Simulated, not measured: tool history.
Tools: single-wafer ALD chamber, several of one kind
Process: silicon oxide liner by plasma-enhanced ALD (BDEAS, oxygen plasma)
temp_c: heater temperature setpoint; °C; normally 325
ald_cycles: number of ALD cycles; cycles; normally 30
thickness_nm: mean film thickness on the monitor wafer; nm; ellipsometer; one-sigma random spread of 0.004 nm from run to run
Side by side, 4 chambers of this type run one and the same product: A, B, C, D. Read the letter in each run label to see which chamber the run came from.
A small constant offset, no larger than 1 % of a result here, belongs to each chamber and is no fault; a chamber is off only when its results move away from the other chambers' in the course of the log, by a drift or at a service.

run,hour,temp_c,ald_cycles,hours since the last thermocouple change,"read-back reference wafer on the same gauge, thickness_nm",thickness_nm
1C,10.4,325,30,213.5,3.0286,2.6917
2D,19.8,325,30,1518.3,3.0289,2.6768
3A,31.2,325,30,257.6,3.0288,2.6763
4B,37.9,325,30,974.5,3.0295,2.6842
# hour 41.4: chamber D: thermocouple changed; heater temperature recalibrated
5B,45.6,325,33,982.2,3.0273,2.9465
6C,52.6,325,33,255.7,3.0282,2.9511
7D,65.7,325,33,24.3,3.0274,2.9387
8A,77.1,325,33,303.5,3.0263,2.9372
9B,89.8,325,30,1026.4,3.0269,2.6739
10A,102.9,325,30,329.3,3.0261,2.6763
11D,109.4,325,30,68.0,3.0250,2.6709
12C,118.0,333,30,321.1,3.0239,2.6468
13B,130.1,333,30,1066.7,3.0241,2.6437
14A,137.9,333,30,364.3,3.0239,2.6356
15C,148.8,333,30,351.9,3.0233,2.6496
16D,154.5,325,30,113.1,3.0232,2.6740
17C,167.5,325,30,370.6,3.0226,2.6748
18D,174.8,325,30,133.4,3.0229,2.6710
19B,187.4,325,30,1124.0,3.0222,2.6813
20A,199.9,325,30,426.3,3.0225,2.6626
21B,205.9,325,30,1142.5,3.0215,2.6761
22A,219.0,325,30,445.4,3.0204,2.6705
23D,231.6,325,30,190.2,3.0210,2.6624
24C,238.1,325,30,441.2,3.0196,2.6746
25A,247.2,331,30,473.6,3.0190,2.6413
26D,256.0,331,30,214.6,3.0186,2.6392
27B,267.6,331,30,1204.2,3.0178,2.6465
28C,277.6,331,30,480.7,3.0177,2.6487
29B,290.0,325,30,1226.6,3.0164,2.6686
30C,298.7,325,30,501.8,3.0173,2.6717
31A,309.5,325,30,535.9,3.0172,2.6623
32D,322.3,325,30,280.9,3.0163,2.6609
33A,331.3,325,30,557.7,3.0153,2.6733
34D,344.3,325,30,302.9,3.0160,2.6595
35B,350.1,325,30,1286.7,3.0153,2.6622
36C,357.2,319,30,560.3,3.0139,2.6977
37C,369.4,319,30,572.5,3.0140,2.6951
38B,381.0,319,30,1317.6,3.0149,2.6843
39D,388.9,319,30,347.5,3.0127,2.6806
40A,399.4,325,30,625.8,3.0138,2.6562
41D,409.7,325,30,368.3,3.0119,2.6613
42A,419.6,325,30,646.0,3.0119,2.6619

Which is it: a chamber that has drifted or been left off by a service, a gauge drift common to all chambers, or only each chamber's usual small offset? If a chamber is off, name it and its likeliest cause.

The shared gauge is drifting. All chambers look as if they move in step, but none is off.
Most likely cause: gauge reads low (%) = 0.612.
